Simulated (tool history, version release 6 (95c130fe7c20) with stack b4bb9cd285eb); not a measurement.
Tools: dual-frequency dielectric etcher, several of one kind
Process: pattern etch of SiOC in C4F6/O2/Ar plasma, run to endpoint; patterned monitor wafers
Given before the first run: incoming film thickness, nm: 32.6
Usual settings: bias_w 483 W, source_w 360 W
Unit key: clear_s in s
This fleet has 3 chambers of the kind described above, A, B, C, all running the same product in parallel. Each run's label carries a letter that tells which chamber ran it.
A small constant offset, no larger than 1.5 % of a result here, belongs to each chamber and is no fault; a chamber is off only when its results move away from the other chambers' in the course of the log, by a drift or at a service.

run	hour	bias_w	source_w	hours since the last wet clean	hours since the last bias power generator calibration	hours since the last source power generator calibration	clear_s
1A	6.6	483	360	310.2	1143.5	1008.0	11.5740
2B	12.0	483	360	350.0	5103.1	1364.0	11.5140
3C	20.6	483	360	503.3	1042.4	632.6	11.5410
4B	25.8	483	360	363.8	5116.9	1377.8	11.5260
5A	34.8	483	360	338.4	1171.7	1036.2	11.7930
6C	44.3	596	440	527.0	1066.1	656.3	10.0030
# hour 45.9: chamber B: wet clean of the chamber
7B	52.1	596	440	6.3	5143.2	1404.1	10.0710
8C	61.9	596	440	544.6	1083.7	673.9	9.9031
9A	68.0	483	360	371.6	1204.9	1069.4	11.5480
10B	76.9	483	360	31.1	5168.0	1428.9	11.7560
# hour 81.5: chamber C: wet clean of the chamber
11A	82.7	483	320	386.3	1219.6	1084.1	12.1670
12C	91.8	483	320	10.4	1113.6	703.8	12.3140
13A	101.9	483	320	405.5	1238.8	1103.3	12.2320
14C	113.5	390	310	32.1	1135.3	725.5	13.1540
15B	124.9	390	310	79.1	5216.0	1476.9	13.2760
16B	133.1	390	310	87.3	5224.2	1485.1	13.2290
17C	143.7	483	360	62.3	1165.5	755.7	11.6340
18A	149.0	483	360	452.6	1285.9	1150.4	11.4840
19C	155.0	483	360	73.6	1176.8	767.0	11.6920
20B	163.7	483	360	117.9	5254.8	1515.7	11.5420
21A	174.2	483	360	477.8	1311.1	1175.6	11.7030
22C	186.3	483	360	104.9	1208.1	798.3	11.6230
# hour 187.1: chamber A: bias power generator calibrated
23A	197.3	543	300	500.9	10.3	1198.7	12.0320
24B	206.5	543	300	160.7	5297.6	1558.5	11.9680
# hour 211.7: chamber A: wet clean of the chamber
25C	218.0	543	300	136.6	1239.8	830.0	11.8060
26A	228.8	483	360	17.1	41.8	1230.2	11.6000
# hour 231.4: chamber B: source power generator calibrated
27B	237.1	483	360	191.3	5328.2	5.7	11.5500
28A	249.3	483	360	37.6	62.3	1250.7	11.8410
29B	259.2	483	360	213.4	5350.3	27.8	11.5170
30C	266.0	483	360	184.6	1287.8	878.0	11.7530
31C	274.4	483	390	193.0	1296.2	886.4	11.5340
32B	283.5	483	390	237.7	5374.6	52.1	11.2170
33A	293.5	483	390	81.8	106.5	1294.9	11.2430
34C	304.6	483	360	223.2	1326.4	916.6	11.5700

All chambers now run identical settings, listed one chamber a line with results as question marks. What results will each chamber show?
35A	313.3	483	320				?
35B	313.3	483	320				?
35C	313.3	483	320				?

run	clear_s
35A	12.2330
35B	11.9860
35C	12.0800

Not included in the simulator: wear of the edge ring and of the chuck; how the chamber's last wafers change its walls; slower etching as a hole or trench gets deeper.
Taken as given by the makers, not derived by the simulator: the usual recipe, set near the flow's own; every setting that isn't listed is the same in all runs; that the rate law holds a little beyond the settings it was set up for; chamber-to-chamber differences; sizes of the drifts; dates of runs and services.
